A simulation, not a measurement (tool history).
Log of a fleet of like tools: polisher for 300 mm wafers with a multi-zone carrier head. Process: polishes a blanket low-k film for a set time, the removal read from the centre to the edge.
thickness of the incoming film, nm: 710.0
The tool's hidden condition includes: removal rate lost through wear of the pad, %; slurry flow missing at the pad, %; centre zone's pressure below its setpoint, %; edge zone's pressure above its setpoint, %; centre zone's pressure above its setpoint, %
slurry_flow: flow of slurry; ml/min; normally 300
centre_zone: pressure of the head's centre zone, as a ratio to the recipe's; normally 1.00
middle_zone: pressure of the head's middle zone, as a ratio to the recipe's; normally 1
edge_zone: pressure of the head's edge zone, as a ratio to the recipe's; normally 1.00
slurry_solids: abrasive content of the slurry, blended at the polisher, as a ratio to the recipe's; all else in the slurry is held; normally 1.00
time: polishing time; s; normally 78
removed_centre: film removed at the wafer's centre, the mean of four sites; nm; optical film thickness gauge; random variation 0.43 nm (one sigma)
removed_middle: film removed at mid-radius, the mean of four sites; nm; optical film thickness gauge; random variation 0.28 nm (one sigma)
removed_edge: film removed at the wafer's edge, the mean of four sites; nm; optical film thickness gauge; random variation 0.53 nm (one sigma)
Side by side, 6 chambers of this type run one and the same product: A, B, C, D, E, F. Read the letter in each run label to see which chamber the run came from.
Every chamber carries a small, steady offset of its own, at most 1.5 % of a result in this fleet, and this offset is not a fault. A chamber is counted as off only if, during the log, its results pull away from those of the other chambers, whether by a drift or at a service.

| run | hour | slurry_flow | centre_zone | middle_zone | edge_zone | slurry_solids | time | wafers polished on this pad | hours since the slurry nozzle was cleaned | hours since the centre zone pressure was calibrated | hours since the edge zone pressure was calibrated | removed_centre | removed_middle | removed_edge |
|---|---|---|---|---|---|---|---|---|---|---|---|---|---|---|
| 1C | 8.9 | 300 | 1.00 | 1 | 1.00 | 1.00 | 78 | 592 | 77.3 | 255.9 | 306.6 | 41.989 | 42.077 | 41.825 |
|  | 9.0 | chamber D: worn pad replaced by a new one |
|  | 10.3 | chamber B: worn pad replaced by a new one |
| 2B | 16.4 | 300 | 1.00 | 1 | 1.00 | 1.00 | 78 | 58 | 90.4 | 388.3 | 719.2 | 41.698 | 41.805 | 42.950 |
| 3A | 22.7 | 300 | 1.00 | 1 | 1.00 | 1.00 | 78 | 1458 | 656.8 | 289.0 | 530.1 | 42.043 | 41.722 | 43.597 |
|  | 24.8 | chamber A: worn pad replaced by a new one |
| 4D | 29.6 | 300 | 1.00 | 1 | 1.00 | 1.00 | 78 | 198 | 276.2 | 236.0 | 630.9 | 42.157 | 41.192 | 41.874 |
|  | 30.2 | chamber E: edge zone pressure recalibrated |
| 5F | 35.7 | 300 | 1.00 | 1 | 1.00 | 1.00 | 78 | 549 | 234.5 | 112.0 | 1006.7 | 41.870 | 42.370 | 42.515 |
| 6E | 42.1 | 300 | 1.00 | 1 | 1.00 | 1.00 | 78 | 482 | 203.7 | 528.6 | 12.0 | 42.286 | 42.173 | 41.506 |
|  | 45.4 | chamber B: edge zone pressure recalibrated |
| 7A | 50.7 | 300 | 1.00 | 1 | 1.00 | 1.00 | 78 | 249 | 684.8 | 317.0 | 558.1 | 43.265 | 42.090 | 42.076 |
|  | 51.6 | chamber F: worn pad replaced by a new one |
|  | 58.6 | chamber D: slurry nozzle cleaned |
| 8C | 59.8 | 300 | 1.00 | 1 | 1.00 | 1.00 | 78 | 1081 | 128.2 | 306.8 | 357.5 | 42.268 | 42.206 | 41.695 |
|  | 64.4 | chamber D: worn pad replaced by a new one |
| 9E | 66.3 | 300 | 1.00 | 1 | 1.00 | 1.00 | 78 | 714 | 227.9 | 552.8 | 36.2 | 41.727 | 41.582 | 42.113 |
| 10F | 72.4 | 300 | 1.00 | 1 | 1.00 | 1.00 | 78 | 200 | 271.2 | 148.7 | 1043.4 | 41.404 | 42.294 | 41.362 |
|  | 75.5 | chamber C: worn pad replaced by a new one |
|  | 77.7 | chamber D: edge zone pressure recalibrated |
| 11D | 81.9 | 300 | 1.00 | 1 | 1.00 | 1.00 | 78 | 168 | 23.3 | 288.3 | 4.2 | 42.122 | 42.303 | 42.287 |
|  | 86.3 | chamber A: edge zone pressure recalibrated |
| 12B | 88.6 | 300 | 0.93 | 1 | 1.00 | 1.00 | 78 | 752 | 162.6 | 460.5 | 43.2 | 38.560 | 42.438 | 42.966 |
|  | 88.7 | chamber E: worn pad replaced by a new one |
| 13C | 95.5 | 300 | 0.93 | 1 | 1.00 | 1.00 | 78 | 192 | 163.9 | 342.5 | 393.2 | 38.649 | 42.070 | 42.281 |
| 14E | 100.7 | 300 | 0.93 | 1 | 1.00 | 1.00 | 78 | 115 | 262.3 | 587.2 | 70.6 | 39.129 | 42.203 | 43.093 |
| 15F | 105.9 | 300 | 0.93 | 1 | 1.00 | 1.00 | 78 | 522 | 304.7 | 182.2 | 1076.9 | 38.613 | 41.478 | 42.033 |
| 16D | 111.7 | 300 | 0.93 | 1 | 1.00 | 1.00 | 78 | 455 | 53.1 | 318.1 | 34.0 | 38.070 | 41.742 | 41.774 |
|  | 116.9 | chamber F: worn pad replaced by a new one |
| 17B | 120.5 | 300 | 0.93 | 1 | 1.00 | 1.00 | 78 | 1059 | 194.5 | 492.4 | 75.1 | 38.903 | 41.529 | 42.355 |
| 18A | 130.3 | 300 | 1.00 | 1 | 1.00 | 1.00 | 78 | 1014 | 764.4 | 396.6 | 44.0 | 42.211 | 41.115 | 43.066 |
|  | 134.0 | chamber C: centre zone pressure recalibrated |
|  | 134.0 | chamber D: worn pad replaced by a new one |
| 19F | 134.8 | 300 | 1.00 | 1 | 1.00 | 1.00 | 78 | 172 | 333.6 | 211.1 | 1105.8 | 42.740 | 41.772 | 41.897 |
| 20C | 143.4 | 300 | 1.00 | 1 | 1.00 | 1.00 | 78 | 652 | 211.8 | 9.5 | 441.1 | 42.536 | 42.126 | 41.661 |
|  | 149.8 | chamber B: worn pad replaced by a new one |
| 21A | 151.0 | 300 | 1.00 | 1 | 1.00 | 1.00 | 78 | 1213 | 785.1 | 417.3 | 64.7 | 41.856 | 41.673 | 43.293 |
| 22E | 158.1 | 300 | 1.00 | 1 | 1.00 | 1.00 | 86 | 667 | 319.7 | 644.6 | 128.0 | 46.621 | 46.136 | 46.056 |
|  | 159.2 | chamber A: worn pad replaced by a new one |
|  | 159.4 | chamber B: centre zone pressure recalibrated |
|  | 159.9 | chamber A: centre zone pressure recalibrated |
| 23B | 166.9 | 300 | 1.00 | 1 | 1.00 | 1.00 | 86 | 165 | 240.9 | 7.6 | 121.5 | 47.819 | 46.500 | 46.453 |
|  | 170.3 | chamber E: worn pad replaced by a new one |
|  | 173.6 | chamber B: slurry nozzle cleaned |
|  | 175.6 | chamber F: worn pad replaced by a new one |
| 24D | 176.2 | 300 | 1.00 | 1 | 1.00 | 1.00 | 86 | 406 | 117.6 | 382.6 | 98.5 | 46.378 | 46.003 | 46.152 |
| 25A | 185.7 | 300 | 1.00 | 1 | 1.00 | 1.00 | 86 | 255 | 819.8 | 25.9 | 99.4 | 42.122 | 46.437 | 45.959 |
|  | 189.0 | chamber F: edge zone pressure recalibrated |
| 26D | 193.5 | 300 | 1.00 | 1 | 1.00 | 1.00 | 86 | 572 | 134.9 | 399.9 | 115.8 | 47.306 | 46.161 | 45.756 |
|  | 196.0 | chamber D: worn pad replaced by a new one |
|  | 199.7 | chamber C: worn pad replaced by a new one |
| 27F | 202.8 | 300 | 1.00 | 1 | 1.00 | 1.00 | 86 | 261 | 401.6 | 279.1 | 13.8 | 46.243 | 46.456 | 46.011 |
| 28C | 212.0 | 300 | 1.00 | 1 | 1.00 | 1.00 | 78 | 118 | 280.4 | 78.1 | 509.7 | 41.780 | 42.444 | 41.697 |
| 29B | 219.8 | 300 | 1.00 | 1 | 1.00 | 1.00 | 78 | 673 | 46.2 | 60.5 | 174.4 | 42.515 | 41.737 | 42.296 |
| 30E | 226.1 | 300 | 1.00 | 1 | 1.00 | 1.00 | 78 | 536 | 387.7 | 712.6 | 196.0 | 41.956 | 41.660 | 42.204 |
| 31B | 230.4 | 300 | 1.00 | 1 | 1.00 | 1.00 | 78 | 775 | 56.8 | 71.1 | 185.0 | 42.304 | 41.549 | 41.246 |
| 32F | 237.1 | 300 | 1.00 | 1 | 1.00 | 1.00 | 78 | 591 | 435.9 | 313.4 | 48.1 | 41.658 | 41.906 | 42.296 |
| 33D | 242.3 | 300 | 1.00 | 1 | 1.00 | 1.00 | 78 | 445 | 183.7 | 448.7 | 164.6 | 42.354 | 42.252 | 42.088 |
|  | 244.7 | chamber F: slurry nozzle cleaned |
|  | 245.5 | chamber F: worn pad replaced by a new one |
| 34E | 247.8 | 300 | 1.00 | 1 | 1.00 | 0.75 | 88 | 745 | 409.4 | 734.3 | 217.7 | 40.887 | 40.714 | 40.863 |
| 35C | 253.4 | 300 | 1.00 | 1 | 1.00 | 0.75 | 88 | 516 | 321.8 | 119.5 | 551.1 | 40.610 | 40.561 | 41.236 |
| 36A | 258.9 | 300 | 1.00 | 1 | 1.00 | 0.75 | 88 | 958 | 893.0 | 99.1 | 172.6 | 37.392 | 40.721 | 42.092 |
| 37B | 266.1 | 300 | 1.00 | 1 | 1.00 | 0.75 | 88 | 1118 | 92.5 | 106.8 | 220.7 | 41.301 | 40.482 | 41.134 |
| 38F | 274.3 | 300 | 1.00 | 1 | 1.00 | 0.75 | 88 | 277 | 29.7 | 350.6 | 85.3 | 40.819 | 40.806 | 41.360 |
| 39C | 281.5 | 300 | 1.00 | 1 | 1.00 | 0.75 | 88 | 786 | 349.9 | 147.6 | 579.2 | 40.516 | 40.924 | 40.689 |

Is one chamber out of step, is the gauge drifting, or do the chambers differ by no more than their own small offsets? For an off chamber, give its letter and the likeliest cause.

Chamber A came out of a service off from its peers and stayed that way.
What lies behind it: centre zone's pressure below its setpoint, % = 8.06.

Chamber A could run next with any of the 4 candidate recipes listed below; each alters the usual settings, and their results appear as question marks. Which one brings its results back in line with what the other chambers deliver on the usual settings?
Maximum distance from the other chambers' mean on the usual settings for a result to count as in line: removed_centre 1.500 nm; removed_middle 0.980 nm; removed_edge 1.800 nm
| 40A-1 | 288.6 | 310 | 1.16 | 0.99 | 0.93 | 1.00 | 79 |  |  |  |  | ? | ? | ? |
| 40A-2 | 288.6 | 290 | 0.85 | 1.01 | 1.07 | 1.00 | 78 |  |  |  |  | ? | ? | ? |
| 40A-3 | 288.6 | 295 | 0.92 | 1.00 | 1.03 | 1.00 | 78 |  |  |  |  | ? | ? | ? |
| 40A-4 | 288.6 | 305 | 1.08 | 1.00 | 0.97 | 1.00 | 78 |  |  |  |  | ? | ? | ? |

What the other chambers average on the usual settings: removed_centre 41.995 nm; removed_middle 41.819 nm; removed_edge 41.877 nm
| run | removed_centre | removed_middle | removed_edge |
|---|---|---|---|
| 40A-1 | 45.787 | 42.124 | 41.932 |
| 40A-2 | 31.984 | 42.138 | 44.266 |
| 40A-3 | 34.961 | 41.814 | 43.449 |
| 40A-4 | 41.784 | 41.927 | 42.233 |
40A-4 is the one that brings the chamber's results back in line with the other chambers.
